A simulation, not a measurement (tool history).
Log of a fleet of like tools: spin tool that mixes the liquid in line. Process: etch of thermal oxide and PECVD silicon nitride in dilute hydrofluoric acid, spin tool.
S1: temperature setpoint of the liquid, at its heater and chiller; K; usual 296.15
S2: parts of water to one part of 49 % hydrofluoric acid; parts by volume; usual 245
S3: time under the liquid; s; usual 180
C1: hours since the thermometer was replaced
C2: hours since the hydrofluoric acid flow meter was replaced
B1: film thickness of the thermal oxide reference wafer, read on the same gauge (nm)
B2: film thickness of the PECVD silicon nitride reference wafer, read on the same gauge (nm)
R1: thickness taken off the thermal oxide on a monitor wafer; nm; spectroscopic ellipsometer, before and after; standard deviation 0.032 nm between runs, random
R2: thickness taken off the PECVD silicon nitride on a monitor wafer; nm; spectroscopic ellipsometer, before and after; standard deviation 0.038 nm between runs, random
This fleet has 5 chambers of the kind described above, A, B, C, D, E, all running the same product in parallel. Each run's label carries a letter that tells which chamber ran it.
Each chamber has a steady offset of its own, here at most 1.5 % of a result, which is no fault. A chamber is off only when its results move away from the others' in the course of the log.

run     day      S1   S2   S3      C1      C2      B1      B2      R1       R2
 1D   0.367  296.15  245  180  2126.9   613.0  29.993  79.947  2.9105  1.35900
 2E   0.900  296.15  245  180  1187.1   656.5  30.011  79.948  2.9558  1.37500
 3A   1.358  296.15  245  180   507.3   459.8  29.986  80.070  2.9771  1.47110
 4B   1.808  296.15  245  180   312.7   293.3  29.990  80.008  2.8569  1.45710
 5C   2.175  296.15  245  180  1412.8   796.9  29.999  79.986  2.9476  1.41950
 6B   2.588  299.15  160  180   331.4   312.0  30.010  80.031  5.4218  2.63650
 7A   2.929  299.15  160  180   545.0   497.5  30.013  80.003  5.4757  2.53480
 8C   3.188  299.15  160  180  1437.1   821.2  29.978  80.013  5.5897  2.62570
 9E   3.433  299.15  160  180  1247.9   717.3  29.986  80.025  5.4635  2.62060
10D   3.671  299.15  160  180  2206.2   692.3  29.963  80.040  5.5270  2.65670
11E   3.950  296.15  245  180  1260.3   729.7  30.039  80.003  2.9207  1.35680
12C   4.350  296.15  245  180  1465.0   849.1  29.984  79.981  2.9541  1.43270
      4.525  -- chamber A: thermometer replaced
13D   4.683  296.15  245  180  2230.5   716.6  29.951  80.020  2.9291  1.38260
14B   4.933  296.15  245  180   387.7   368.3  30.000  79.987  2.8855  1.39900
15A   5.292  301.15  345  180    18.4   554.2  29.982  80.008  2.2532  1.35460
16B   5.671  301.15  345  180   405.4   386.0  29.952  80.038  2.2146  1.35170
17A   6.162  301.15  345  180    39.3   575.1  30.018  79.982  2.2211  1.35230
18E   6.433  301.15  345  180  1319.9   789.3  29.981  80.038  2.2128  1.35170
19C   6.667  301.15  345  180  1520.6   904.7  30.019  79.972  2.2699  1.33230
      6.812  -- chamber D: thermometer replaced
20D   6.996  296.15  245  180     4.4   772.1  30.004  80.039  2.8873  1.37400
      7.142  -- chamber D: hydrofluoric acid flow meter replaced
21B   7.488  296.15  245  180   449.0   429.6  29.980  80.025  2.8929  1.34090
22A   7.900  296.15  245  180    81.0   616.8  29.997  79.990  2.9415  1.45110
23E   8.362  296.15  245  180  1366.2   835.6  30.019  79.999  2.9293  1.45860
24D   8.625  296.15  245  180    43.5    35.6  30.044  79.967  2.8935  1.38360
25C   9.133  296.15  245  180  1579.8   963.9  29.972  80.046  2.9337  1.40250
26A   9.504  296.15  245  180   119.5   655.3  29.999  80.024  2.9364  1.38550
27D   9.796  296.15  245  180    71.6    63.7  29.998  79.967  2.8675  1.44560
28B  10.246  300.15  245  100   515.2   495.8  30.017  79.968  1.9897  1.00050
29C  10.704  300.15  245  100  1617.5  1001.6  29.985  79.989  1.8751  1.00710
     10.958  -- chamber A: hydrofluoric acid flow meter replaced
     11.112  -- chamber C: thermometer replaced
30E  11.162  300.15  245  100  1433.4   902.8  29.985  79.965  1.8767  0.95714
31A  11.425  300.15  245  100   165.6    11.3  30.046  79.979  1.8666  0.99331
32B  11.754  300.15  245  100   551.4   532.0  30.046  80.021  2.0518  1.07250
33D  12.088  296.15  245  180   126.6   118.7  30.012  79.979  2.9021  1.30950
34E  12.558  296.15  245  180  1466.9   936.3  30.019  79.964  2.9701  1.46470
35C  13.079  296.15  245  180    47.3  1058.6  29.991  80.013  2.9092  1.38980

Each of the 5 chambers runs these same settings next. Fill in every chamber's results:
36A  13.462  296.15  245  180                   ?   ?
36B  13.462  296.15  245  180                   ?   ?
36C  13.462  296.15  245  180                   ?   ?
36D  13.462  296.15  245  180                   ?   ?
36E  13.462  296.15  245  180                   ?   ?

run      R1       R2
36A  2.9302  1.33150
36B  3.3315  1.55920
36C  2.8795  1.39070
36D  2.9410  1.37190
36E  2.9124  1.35910

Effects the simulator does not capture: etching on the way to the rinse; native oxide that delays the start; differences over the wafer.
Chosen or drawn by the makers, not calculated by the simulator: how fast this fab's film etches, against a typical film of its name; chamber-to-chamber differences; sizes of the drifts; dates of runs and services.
